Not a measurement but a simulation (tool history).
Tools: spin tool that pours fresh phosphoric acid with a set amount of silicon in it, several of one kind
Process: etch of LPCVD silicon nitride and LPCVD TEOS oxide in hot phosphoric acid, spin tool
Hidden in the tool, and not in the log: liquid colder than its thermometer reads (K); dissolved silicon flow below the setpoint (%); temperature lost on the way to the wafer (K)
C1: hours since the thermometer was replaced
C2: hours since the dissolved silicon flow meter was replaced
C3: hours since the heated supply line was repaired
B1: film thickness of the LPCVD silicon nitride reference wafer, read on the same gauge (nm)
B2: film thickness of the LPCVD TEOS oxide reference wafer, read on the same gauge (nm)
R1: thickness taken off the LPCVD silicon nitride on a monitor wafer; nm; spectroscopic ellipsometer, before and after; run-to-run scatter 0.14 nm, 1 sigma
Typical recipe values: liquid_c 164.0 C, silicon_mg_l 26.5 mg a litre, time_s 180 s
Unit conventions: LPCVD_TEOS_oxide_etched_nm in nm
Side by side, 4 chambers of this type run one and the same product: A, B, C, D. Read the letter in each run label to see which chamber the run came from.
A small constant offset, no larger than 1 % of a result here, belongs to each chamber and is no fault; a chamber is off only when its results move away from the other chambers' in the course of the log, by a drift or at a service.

run 1D hour=7.0 | liquid_c=164.0 silicon_mg_l=26.5 time_s=180 | C1=1045.6 C2=358.5 C3=753.0 | B1=29.979 B2=29.984 | R1=16.420 LPCVD_TEOS_oxide_etched_nm=0.54381
run 2C hour=19.7 | liquid_c=164.0 silicon_mg_l=26.5 time_s=180 | C1=1160.2 C2=552.0 C3=300.7 | B1=30.011 B2=29.980 | R1=16.520 LPCVD_TEOS_oxide_etched_nm=0.58280
run 3B hour=30.1 | liquid_c=164.0 silicon_mg_l=26.5 time_s=180 | C1=495.7 C2=1431.3 C3=2544.8 | B1=30.002 B2=30.034 | R1=16.513 LPCVD_TEOS_oxide_etched_nm=0.55149
run 4A hour=37.7 | liquid_c=164.0 silicon_mg_l=26.5 time_s=180 | C1=806.9 C2=306.3 C3=1131.7 | B1=29.995 B2=29.996 | R1=16.615 LPCVD_TEOS_oxide_etched_nm=0.56747
run 5C hour=45.7 | liquid_c=164.0 silicon_mg_l=26.5 time_s=180 | C1=1186.2 C2=578.0 C3=326.7 | B1=30.007 B2=29.993 | R1=16.671 LPCVD_TEOS_oxide_etched_nm=0.47524
run 6D hour=57.6 | liquid_c=164.0 silicon_mg_l=26.5 time_s=180 | C1=1096.2 C2=409.1 C3=803.6 | B1=29.993 B2=30.009 | R1=16.470 LPCVD_TEOS_oxide_etched_nm=0.48481
run 7A hour=67.1 | liquid_c=164.0 silicon_mg_l=26.5 time_s=180 | C1=836.3 C2=335.7 C3=1161.1 | B1=30.022 B2=30.006 | R1=16.662 LPCVD_TEOS_oxide_etched_nm=0.52626
run 8B hour=76.6 | liquid_c=164.0 silicon_mg_l=26.5 time_s=180 | C1=542.2 C2=1477.8 C3=2591.3 | B1=29.959 B2=30.010 | R1=16.492 LPCVD_TEOS_oxide_etched_nm=0.55342
run 9A hour=82.9 | liquid_c=164.0 silicon_mg_l=26.5 time_s=180 | C1=852.1 C2=351.5 C3=1176.9 | B1=30.003 B2=30.033 | R1=16.591 LPCVD_TEOS_oxide_etched_nm=0.59767
run 10C hour=90.2 | liquid_c=164.0 silicon_mg_l=26.5 time_s=180 | C1=1230.7 C2=622.5 C3=371.2 | B1=29.986 B2=29.998 | R1=16.235 LPCVD_TEOS_oxide_etched_nm=0.54995
run 11D hour=101.2 | liquid_c=166.5 silicon_mg_l=8.5 time_s=180 | C1=1139.8 C2=452.7 C3=847.2 | B1=30.001 B2=29.988 | R1=18.213 LPCVD_TEOS_oxide_etched_nm=1.10370
run 12B hour=113.9 | liquid_c=166.5 silicon_mg_l=8.5 time_s=180 | C1=579.5 C2=1515.1 C3=2628.6 | B1=29.999 B2=29.993 | R1=18.121 LPCVD_TEOS_oxide_etched_nm=1.08560
run 13B hour=120.2 | liquid_c=166.5 silicon_mg_l=8.5 time_s=180 | C1=585.8 C2=1521.4 C3=2634.9 | B1=30.019 B2=29.947 | R1=18.166 LPCVD_TEOS_oxide_etched_nm=1.05050
run 14D hour=130.5 | liquid_c=166.5 silicon_mg_l=8.5 time_s=180 | C1=1169.1 C2=482.0 C3=876.5 | B1=30.002 B2=29.998 | R1=18.151 LPCVD_TEOS_oxide_etched_nm=1.09320
run 15C hour=139.6 | liquid_c=164.0 silicon_mg_l=26.5 time_s=180 | C1=1280.1 C2=671.9 C3=420.6 | B1=30.008 B2=29.986 | R1=16.536 LPCVD_TEOS_oxide_etched_nm=0.48970
run 16A hour=146.1 | liquid_c=164.0 silicon_mg_l=26.5 time_s=180 | C1=915.3 C2=414.7 C3=1240.1 | B1=30.022 B2=29.991 | R1=16.602 LPCVD_TEOS_oxide_etched_nm=0.50838
run 17C hour=153.0 | liquid_c=164.0 silicon_mg_l=26.5 time_s=180 | C1=1293.5 C2=685.3 C3=434.0 | B1=29.989 B2=29.981 | R1=16.543 LPCVD_TEOS_oxide_etched_nm=0.54314
run 18A hour=160.8 | liquid_c=164.0 silicon_mg_l=26.5 time_s=180 | C1=930.0 C2=429.4 C3=1254.8 | B1=29.996 B2=30.001 | R1=16.753 LPCVD_TEOS_oxide_etched_nm=0.55980
-- hour=166.1 chamber C: dissolved silicon flow meter replaced
run 19D hour=171.8 | liquid_c=164.0 silicon_mg_l=26.5 time_s=180 | C1=1210.4 C2=523.3 C3=917.8 | B1=29.981 B2=29.984 | R1=16.725 LPCVD_TEOS_oxide_etched_nm=0.55532
-- hour=176.6 chamber D: dissolved silicon flow meter replaced
run 20B hour=181.8 | liquid_c=164.0 silicon_mg_l=26.5 time_s=180 | C1=647.4 C2=1583.0 C3=2696.5 | B1=29.993 B2=30.016 | R1=16.384 LPCVD_TEOS_oxide_etched_nm=0.49633
run 21B hour=190.1 | liquid_c=164.0 silicon_mg_l=26.5 time_s=180 | C1=655.7 C2=1591.3 C3=2704.8 | B1=29.979 B2=30.017 | R1=16.551 LPCVD_TEOS_oxide_etched_nm=0.57236
run 22D hour=197.2 | liquid_c=164.0 silicon_mg_l=26.5 time_s=180 | C1=1235.8 C2=20.6 C3=943.2 | B1=29.998 B2=30.001 | R1=16.166 LPCVD_TEOS_oxide_etched_nm=0.45351
run 23A hour=205.4 | liquid_c=164.0 silicon_mg_l=26.5 time_s=180 | C1=974.6 C2=474.0 C3=1299.4 | B1=29.997 B2=30.005 | R1=16.363 LPCVD_TEOS_oxide_etched_nm=0.53604
run 24C hour=214.4 | liquid_c=164.0 silicon_mg_l=26.5 time_s=180 | C1=1354.9 C2=48.4 C3=495.4 | B1=29.999 B2=30.021 | R1=16.544 LPCVD_TEOS_oxide_etched_nm=0.57168
run 25B hour=225.2 | liquid_c=164.0 silicon_mg_l=26.5 time_s=180 | C1=690.8 C2=1626.4 C3=2739.9 | B1=29.992 B2=29.997 | R1=16.417 LPCVD_TEOS_oxide_etched_nm=0.57040
run 26D hour=235.6 | liquid_c=164.0 silicon_mg_l=42.5 time_s=275 | C1=1274.2 C2=59.0 C3=981.6 | B1=30.008 B2=30.000 | R1=25.183 LPCVD_TEOS_oxide_etched_nm=0.37346
run 27A hour=246.1 | liquid_c=164.0 silicon_mg_l=42.5 time_s=275 | C1=1015.3 C2=514.7 C3=1340.1 | B1=30.003 B2=29.993 | R1=25.135 LPCVD_TEOS_oxide_etched_nm=0.33969
run 28C hour=252.6 | liquid_c=164.0 silicon_mg_l=42.5 time_s=275 | C1=1393.1 C2=86.6 C3=533.6 | B1=30.004 B2=30.036 | R1=25.408 LPCVD_TEOS_oxide_etched_nm=0.38568
run 29D hour=259.7 | liquid_c=164.0 silicon_mg_l=42.5 time_s=275 | C1=1298.3 C2=83.1 C3=1005.7 | B1=30.019 B2=29.997 | R1=25.298 LPCVD_TEOS_oxide_etched_nm=0.35429
run 30C hour=270.9 | liquid_c=164.0 silicon_mg_l=26.5 time_s=180 | C1=1411.4 C2=104.9 C3=551.9 | B1=30.003 B2=30.027 | R1=16.387 LPCVD_TEOS_oxide_etched_nm=0.50858
run 31A hour=278.5 | liquid_c=164.0 silicon_mg_l=26.5 time_s=180 | C1=1047.7 C2=547.1 C3=1372.5 | B1=30.057 B2=30.016 | R1=16.461 LPCVD_TEOS_oxide_etched_nm=0.56857
run 32B hour=287.2 | liquid_c=164.0 silicon_mg_l=26.5 time_s=180 | C1=752.8 C2=1688.4 C3=2801.9 | B1=29.981 B2=30.002 | R1=16.533 LPCVD_TEOS_oxide_etched_nm=0.56661
run 33C hour=294.8 | liquid_c=164.0 silicon_mg_l=26.5 time_s=180 | C1=1435.3 C2=128.8 C3=575.8 | B1=30.012 B2=29.986 | R1=16.297 LPCVD_TEOS_oxide_etched_nm=0.51862
run 34D hour=306.4 | liquid_c=164.0 silicon_mg_l=26.5 time_s=180 | C1=1345.0 C2=129.8 C3=1052.4 | B1=30.007 B2=30.035 | R1=16.502 LPCVD_TEOS_oxide_etched_nm=0.58399
run 35A hour=318.5 | liquid_c=164.0 silicon_mg_l=26.5 time_s=180 | C1=1087.7 C2=587.1 C3=1412.5 | B1=30.046 B2=30.032 | R1=16.587 LPCVD_TEOS_oxide_etched_nm=0.56067
run 36B hour=324.0 | liquid_c=164.0 silicon_mg_l=26.5 time_s=180 | C1=789.6 C2=1725.2 C3=2838.7 | B1=29.992 B2=30.050 | R1=16.369 LPCVD_TEOS_oxide_etched_nm=0.56800
run 37C hour=336.5 | liquid_c=164.0 silicon_mg_l=19.0 time_s=180 | C1=1477.0 C2=170.5 C3=617.5 | B1=29.979 B2=29.991 | R1=16.634 LPCVD_TEOS_oxide_etched_nm=0.66977
run 38A hour=343.7 | liquid_c=164.0 silicon_mg_l=19.0 time_s=180 | C1=1112.9 C2=612.3 C3=1437.7 | B1=30.015 B2=30.015 | R1=16.318 LPCVD_TEOS_oxide_etched_nm=0.71444
run 39B hour=352.2 | liquid_c=164.0 silicon_mg_l=19.0 time_s=180 | C1=817.8 C2=1753.4 C3=2866.9 | B1=30.021 B2=30.017 | R1=16.617 LPCVD_TEOS_oxide_etched_nm=0.71074
run 40D hour=362.1 | liquid_c=164.0 silicon_mg_l=19.0 time_s=180 | C1=1400.7 C2=185.5 C3=1108.1 | B1=29.982 B2=29.991 | R1=16.588 LPCVD_TEOS_oxide_etched_nm=0.75981
run 41A hour=373.8 | liquid_c=164.0 silicon_mg_l=26.5 time_s=180 | C1=1143.0 C2=642.4 C3=1467.8 | B1=29.996 B2=29.981 | R1=16.500 LPCVD_TEOS_oxide_etched_nm=0.48510

Next, all 4 chambers run the settings below, one line each with question marks for the results. What does each chamber give?
run 42A hour=382.9 | liquid_c=164.0 silicon_mg_l=19.5 time_s=180 | R1=? LPCVD_TEOS_oxide_etched_nm=?
run 42B hour=382.9 | liquid_c=164.0 silicon_mg_l=19.5 time_s=180 | R1=? LPCVD_TEOS_oxide_etched_nm=?
run 42C hour=382.9 | liquid_c=164.0 silicon_mg_l=19.5 time_s=180 | R1=? LPCVD_TEOS_oxide_etched_nm=?
run 42D hour=382.9 | liquid_c=164.0 silicon_mg_l=19.5 time_s=180 | R1=? LPCVD_TEOS_oxide_etched_nm=?

run=42A R1=16.620 LPCVD_TEOS_oxide_etched_nm=0.62624
run=42B R1=16.759 LPCVD_TEOS_oxide_etched_nm=0.71126
run=42C R1=16.895 LPCVD_TEOS_oxide_etched_nm=0.70939
run=42D R1=16.542 LPCVD_TEOS_oxide_etched_nm=0.68491
